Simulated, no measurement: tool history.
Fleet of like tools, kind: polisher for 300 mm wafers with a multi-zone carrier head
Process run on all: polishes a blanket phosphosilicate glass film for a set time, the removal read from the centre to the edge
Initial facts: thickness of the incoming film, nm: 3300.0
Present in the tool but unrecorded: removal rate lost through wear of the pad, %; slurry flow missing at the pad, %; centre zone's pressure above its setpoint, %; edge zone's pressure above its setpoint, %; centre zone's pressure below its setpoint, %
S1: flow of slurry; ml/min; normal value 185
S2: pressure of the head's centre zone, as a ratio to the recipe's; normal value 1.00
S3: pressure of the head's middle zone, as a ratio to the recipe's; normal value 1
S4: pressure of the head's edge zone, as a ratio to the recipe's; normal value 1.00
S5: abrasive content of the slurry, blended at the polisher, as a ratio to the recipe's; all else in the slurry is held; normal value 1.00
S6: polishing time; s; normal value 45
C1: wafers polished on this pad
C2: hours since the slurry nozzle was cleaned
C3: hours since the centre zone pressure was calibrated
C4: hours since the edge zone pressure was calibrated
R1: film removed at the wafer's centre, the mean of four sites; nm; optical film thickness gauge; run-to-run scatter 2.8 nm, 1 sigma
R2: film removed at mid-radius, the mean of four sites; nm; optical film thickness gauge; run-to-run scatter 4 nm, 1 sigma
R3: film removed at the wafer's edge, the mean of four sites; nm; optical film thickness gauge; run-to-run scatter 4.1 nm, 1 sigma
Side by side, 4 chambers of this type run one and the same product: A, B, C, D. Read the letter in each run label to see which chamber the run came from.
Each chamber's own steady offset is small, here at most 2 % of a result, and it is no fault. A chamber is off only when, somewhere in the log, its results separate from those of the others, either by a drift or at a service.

run   hour   S1    S2  S3    S4    S5  S6    C1     C2     C3     C4      R1      R2      R3
       3.6  -- chamber B: worn pad replaced by a new one
 1A    5.6  185  1.00   1  1.00  1.00  45   122  333.8  382.7  351.3  287.45  275.81  275.85
       8.5  -- chamber C: worn pad replaced by a new one
 2B   11.0  185  1.00   1  1.00  1.00  45    85  215.8  150.8  187.3  279.78  282.48  283.67
 3D   18.5  185  1.00   1  1.00  1.00  45  1162   47.9  426.1  593.7  284.27  281.53  285.27
 4C   23.7  185  1.00   1  1.00  1.00  45   176  256.5  392.6  112.2  276.37  278.53  279.67
 5B   30.9  185  1.00   1  1.00  1.00  45   315  235.7  170.7  207.2  279.69  292.69  281.93
 6D   36.5  185  1.00   1  1.11  1.15  45  1370   65.9  444.1  611.7  297.87  300.97  315.52
 7A   41.0  185  1.00   1  1.11  1.15  45   532  369.2  418.1  386.7  299.85  299.11  314.41
 8C   47.7  185  1.00   1  1.11  1.15  45   454  280.5  416.6  136.2  300.59  296.89  315.02
 9C   52.4  185  1.00   1  1.11  1.15  45   508  285.2  421.3  140.9  295.03  295.52  311.45
10B   56.6  165  0.91   1  1.00  1.00  45   613  261.4  196.4  232.9  253.76  278.61  282.30
      61.9  -- chamber D: worn pad replaced by a new one
11D   64.3  165  0.91   1  1.00  1.00  45    27   93.7  471.9  639.5  251.20  278.01  282.65
      70.7  -- chamber D: edge zone pressure recalibrated
12A   73.5  165  0.91   1  1.00  1.00  45   907  401.7  450.6  419.2  252.75  274.33  265.96
13B   82.9  165  0.91   1  1.00  1.00  45   917  287.7  222.7  259.2  249.48  272.99  267.34
      83.6  -- chamber C: worn pad replaced by a new one
14D   88.0  185  1.00   1  1.00  1.00  45   301  117.4  495.6   17.3  283.62  287.52  277.66
      96.1  -- chamber B: worn pad replaced by a new one
15A   96.2  185  1.00   1  1.00  1.00  45  1170  424.4  473.3  441.9  290.11  281.31  279.74
      96.3  -- chamber A: worn pad replaced by a new one
16C  101.7  185  1.00   1  1.00  1.00  45   210  334.5  470.6  190.2  287.59  283.31  274.21
17B  107.6  185  1.00   1  1.00  1.00  45   133  312.4  247.4  283.9  287.22  281.70  277.15
18A  112.7  185  1.00   1  1.00  1.00  45   190  440.9  489.8  458.4  283.30  279.67  274.21
19C  118.5  185  0.89   1  1.00  1.00  45   404  351.3  487.4  207.0  260.33  279.82  271.23
20D  127.6  185  0.89   1  1.00  1.00  45   759  157.0  535.2   56.9  249.88  280.34  275.78
21C  135.7  185  0.89   1  1.00  1.00  45   603  368.5  504.6  224.2  253.47  278.56  280.55
     136.7  -- chamber A: slurry nozzle cleaned
22A  141.4  185  0.89   1  1.00  1.00  45   521    4.7  518.5  487.1  250.10  290.36  277.64
23B  148.2  185  1.00   1  1.00  1.00  45   602  353.0  288.0  324.5  274.86  281.24  281.12
     148.3  -- chamber B: slurry nozzle cleaned
24D  157.6  185  1.00   1  1.00  1.00  45  1106  187.0  565.2   86.9  285.22  284.18  278.86
25D  162.2  185  1.00   1  1.00  1.00  45  1159  191.6  569.8   91.5  283.88  281.90  287.96
     164.0  -- chamber C: worn pad replaced by a new one
26B  167.7  185  1.00   1  1.00  1.00  45   828   19.4  307.5  344.0  283.29  283.49  283.14
27A  172.4  185  1.00   1  1.00  1.00  45   880   35.7  549.5  518.1  284.57  286.50  275.82
     177.1  -- chamber D: worn pad replaced by a new one
28C  181.0  185  1.00   1  1.00  1.00  45   197  413.8  549.9  269.5  307.79  284.55  274.67
     187.4  -- chamber A: worn pad replaced by a new one
29D  189.1  185  1.00   1  1.00  1.00  45   138  218.5  596.7  118.4  285.85  286.59  282.96
30A  195.0  185  1.00   1  1.00  1.00  45    88   58.3  572.1  540.7  281.44  281.54  275.64
31C  202.4  185  0.94   1  1.00  1.00  40   444  435.2  571.3  290.9  255.52  252.52  245.66

All 4 chambers run these settings next. Forecast each chamber's results:
32A  209.2  185  1.00   1  1.00  1.00  45                   ?   ?   ?
32B  209.2  185  1.00   1  1.00  1.00  45                   ?   ?   ?
32C  209.2  185  1.00   1  1.00  1.00  45                   ?   ?   ?
32D  209.2  185  1.00   1  1.00  1.00  45                   ?   ?   ?

run      R1      R2      R3
32A  288.57  276.82  276.00
32B  281.23  287.27  281.22
32C  315.06  272.35  276.58
32D  282.81  279.12  287.02

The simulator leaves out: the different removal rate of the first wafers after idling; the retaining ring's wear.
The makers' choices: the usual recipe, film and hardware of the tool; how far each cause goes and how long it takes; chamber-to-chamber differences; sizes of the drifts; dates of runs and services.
